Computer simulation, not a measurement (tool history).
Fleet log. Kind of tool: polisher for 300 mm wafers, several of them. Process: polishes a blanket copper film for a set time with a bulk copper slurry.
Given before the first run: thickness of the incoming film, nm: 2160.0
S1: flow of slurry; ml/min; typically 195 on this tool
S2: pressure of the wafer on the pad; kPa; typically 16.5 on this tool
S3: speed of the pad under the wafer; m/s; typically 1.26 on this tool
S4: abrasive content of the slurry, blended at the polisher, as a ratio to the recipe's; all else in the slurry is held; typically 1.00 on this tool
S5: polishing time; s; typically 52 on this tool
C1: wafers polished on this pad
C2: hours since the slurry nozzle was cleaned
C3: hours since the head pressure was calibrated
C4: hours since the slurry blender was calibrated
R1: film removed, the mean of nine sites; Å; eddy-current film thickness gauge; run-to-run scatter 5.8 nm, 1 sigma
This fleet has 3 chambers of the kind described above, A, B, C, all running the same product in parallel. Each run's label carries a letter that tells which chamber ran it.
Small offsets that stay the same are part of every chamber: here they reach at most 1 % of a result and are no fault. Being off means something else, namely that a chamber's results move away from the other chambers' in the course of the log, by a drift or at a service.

run   hour   S1    S2    S3    S4  S5    C1     C2     C3     C4      R1
 1C    4.5  195  16.5  1.26  1.00  52   257   61.3  453.9  159.7  4793.2
       9.0  -- chamber B: worn pad replaced by a new one
      11.5  -- chamber C: slurry blender recalibrated
 2B   12.5  195  16.5  1.26  1.00  52    39  200.7  828.8   32.4  4713.7
 3A   20.3  195  16.5  1.26  1.00  52   480  373.5  330.1   84.5  4714.6
      25.1  -- chamber B: head pressure recalibrated
 4A   29.5  195  16.5  1.26  1.00  52   582  382.7  339.3   93.7  4784.5
 5B   35.7  195  16.5  1.26  1.00  52   295  223.9   10.6   55.6  4646.7
      41.0  -- chamber C: worn pad replaced by a new one
 6C   45.0  195  19.3  1.26  1.00  45    44  101.8  494.4   33.5  4772.0
      52.0  -- chamber A: slurry blender recalibrated
 7C   52.3  195  19.3  1.26  1.00  45   125  109.1  501.7   40.8  4785.7
 8A   60.7  195  19.3  1.26  1.00  45   927  413.9  370.5    8.8  4715.3
 9B   68.5  195  16.5  1.26  1.00  52   658  256.7   43.4   88.4  4841.6
10B   72.6  195  16.5  1.26  1.00  52   703  260.8   47.5   92.5  4738.7
11C   80.1  195  16.5  1.26  1.00  52   432  136.9  529.5   68.6  4766.3
12A   88.3  195  16.5  1.26  1.00  52  1232  441.5  398.1   36.4  4724.9
      91.1  -- chamber A: head pressure recalibrated
13A   93.3  195  16.5  1.26  1.00  52  1287  446.5    2.3   41.4  4644.5
      95.5  -- chamber C: worn pad replaced by a new one
14C  100.0  195  16.5  1.26  1.00  52    49  156.8  549.4   88.5  4744.2
15B  107.3  195  16.5  1.26  1.25  52  1086  295.5   82.2  127.2  4993.6
16B  116.3  195  16.5  1.26  1.25  52  1186  304.5   91.2  136.2  4973.4
     116.9  -- chamber B: slurry blender recalibrated
17A  121.2  195  16.5  1.26  1.25  52  1595  474.4   30.2   69.3  4883.8
18C  129.2  195  16.5  1.26  1.00  52   372  186.0  578.6  117.7  4707.2
19A  137.0  195  16.5  1.26  1.00  52  1770  490.2   46.0   85.1  4582.9
20C  142.1  195  16.5  1.26  1.00  52   515  198.9  591.5  130.6  4715.9
     145.4  -- chamber C: worn pad replaced by a new one
     146.2  -- chamber A: slurry blender recalibrated
21B  146.6  195  16.5  1.26  1.00  52  1521  334.8  121.5   29.7  4738.5
     148.8  -- chamber B: worn pad replaced by a new one
22C  154.4  195  16.5  1.26  1.00  52    99  211.2  603.8  142.9  4769.6
23B  160.3  195  16.5  1.26  1.00  52   127  348.5  135.2   43.4  4805.2
24A  165.2  195  16.5  1.26  1.00  52  2081  518.4   74.2   19.0  4537.7
25C  173.4  195  16.5  1.26  1.00  52   309  230.2  622.8  161.9  4732.8
26A  181.3  195  16.5  1.26  1.00  52  2259  534.5   90.3   35.1  4446.7
27B  186.0  195  16.5  1.26  1.00  52   411  374.2  160.9   69.1  4831.2
     190.0  -- chamber C: slurry blender recalibrated
28C  191.9  195  16.5  1.26  1.00  67   514  248.7  641.3    1.9  6067.1
     194.0  -- chamber C: worn pad replaced by a new one
29B  196.6  195  16.5  1.26  1.00  67   528  384.8  171.5   79.7  6095.0
30A  205.7  195  16.5  1.26  1.00  67  2529  558.9  114.7   59.5  5740.7
31C  209.8  195  16.5  1.26  1.00  52   175  266.6  659.2   19.8  4755.4

Each of the 3 chambers runs these same settings next. Fill in every chamber's results:
32A  216.4  195  16.5  1.66  1.00  52                   ?
32B  216.4  195  16.5  1.66  1.00  52                   ?
32C  216.4  195  16.5  1.66  1.00  52                   ?

run      R1
32A  5662.7
32B  6255.7
32C  6231.4
